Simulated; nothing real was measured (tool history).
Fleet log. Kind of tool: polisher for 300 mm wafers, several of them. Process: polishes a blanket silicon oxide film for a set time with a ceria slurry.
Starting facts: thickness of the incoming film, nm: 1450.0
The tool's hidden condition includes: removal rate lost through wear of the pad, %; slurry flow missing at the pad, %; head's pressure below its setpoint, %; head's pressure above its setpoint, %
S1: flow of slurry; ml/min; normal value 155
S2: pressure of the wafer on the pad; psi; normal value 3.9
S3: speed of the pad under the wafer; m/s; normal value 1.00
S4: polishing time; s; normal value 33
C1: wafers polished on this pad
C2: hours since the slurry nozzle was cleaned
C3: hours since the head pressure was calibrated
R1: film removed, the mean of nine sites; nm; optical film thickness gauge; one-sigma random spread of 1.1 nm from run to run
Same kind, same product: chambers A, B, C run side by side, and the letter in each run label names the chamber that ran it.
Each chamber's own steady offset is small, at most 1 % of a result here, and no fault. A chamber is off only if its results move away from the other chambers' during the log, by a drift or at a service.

run   hour   S1   S2    S3  S4    C1     C2     C3      R1
 1A    4.4  155  3.9  1.00  33   435  404.4  470.3  156.71
 2B    8.0  155  3.9  1.00  33   514   49.4  472.4  159.35
 3C   12.2  155  3.9  1.00  33  1194  174.1  272.8  156.50
 4B   15.8  155  3.9  1.00  33   616   57.2  480.2  159.99
 5A   19.3  155  3.9  1.00  33   630  419.3  485.2  156.90
 6C   21.8  155  3.9  1.00  33  1319  183.7  282.4  155.95
 7C   26.7  155  3.9  1.00  33  1384  188.6  287.3  157.35
 8B   29.3  155  3.9  1.00  33   793   70.7  493.7  158.13
      32.6  -- chamber C: worn pad replaced by a new one
 9A   34.6  155  3.9  1.00  33   830  434.6  500.5  159.65
      36.3  -- chamber A: worn pad replaced by a new one
10A   37.7  155  3.9  1.00  33    18  437.7  503.6  156.59
11C   42.5  155  3.9  1.00  33   130  204.4  303.1  156.77
      45.7  -- chamber B: worn pad replaced by a new one
12B   46.4  155  3.9  1.00  33    10   87.8  510.8  158.57
13A   51.6  155  3.9  0.66  44   200  451.6  517.5  141.06
14B   56.1  155  3.9  0.66  44   137   97.5  520.5  139.84
15C   61.1  155  3.9  0.66  44   374  223.0  321.7  138.77
16C   64.3  155  3.9  1.00  33   415  226.2  324.9  157.57
17B   68.7  125  3.9  1.00  24   302  110.1  533.1  111.32
18A   71.4  125  3.9  1.00  24   460  471.4  537.3  108.62
19B   73.9  125  3.9  1.00  24   370  115.3  538.3  111.29
20A   76.6  155  3.9  1.00  43   528  476.6  542.5  200.18
      80.5  -- chamber C: head pressure recalibrated
21C   81.3  155  3.9  1.00  43   638  243.2    0.9  200.90
22A   84.1  155  3.9  1.00  43   626  484.1  550.0  200.48
23B   87.2  155  3.9  1.00  33   545  128.6  551.6  158.45
24C   91.5  155  3.9  1.00  33   772  253.4   11.1  154.71
25C   94.8  155  3.9  1.00  33   815  256.7   14.4  156.48
26A   97.7  155  3.9  1.00  33   804  497.7  563.6  149.81
27B  102.0  155  3.9  1.00  33   739  143.4  566.4  160.72
     103.9  -- chamber A: worn pad replaced by a new one
28B  104.9  155  3.9  1.00  33   777  146.3  569.3  160.70
29A  109.2  155  3.9  1.00  33    70  509.2  575.1  149.87
30C  113.7  155  3.9  1.00  33  1063  275.6   33.3  156.92
     115.3  -- chamber B: worn pad replaced by a new one
31B  117.1  155  3.9  1.00  33    23  158.5  581.5  158.77
32C  119.9  155  3.9  1.00  33  1144  281.8   39.5  156.13
33A  124.8  155  3.9  1.00  33   274  524.8  590.7  146.99
34A  127.8  155  3.9  1.00  33   314  527.8  593.7  145.61
35C  132.2  155  3.9  1.00  33  1305  294.1   51.8  157.24

Is one chamber out of step, is the gauge drifting, or do the chambers differ by no more than their own small offsets? For an off chamber, give its letter and the likeliest cause.

It is chamber A that slowly wanders off from its peers.
Cause: head's pressure below its setpoint, % = 8.27.
It could be hard to tell apart here from: slurry flow missing at the pad, %.

Chamber A could run next with any of the 4 candidate recipes listed below; each alters the usual settings, and their results appear as question marks. Which one brings its results back in line with what the other chambers deliver on the usual settings?
To be in line, a result may differ from the other chambers' mean on the usual settings by at most: R1 3.70 nm
36A-1  136.0  155  3.4  1.00  33               ?
36A-2  136.0  155  3.9  1.00  36               ?
36A-3  136.0  155  4.2  1.06  33               ?
36A-4  136.0  155  3.9  0.92  33               ?

On the usual settings, the other chambers give on average: R1 157.57 nm
  run      R1
36A-1  126.19
36A-2  158.07
36A-3  165.48
36A-4  133.32
36A-2 puts the chamber back in line with the other chambers.
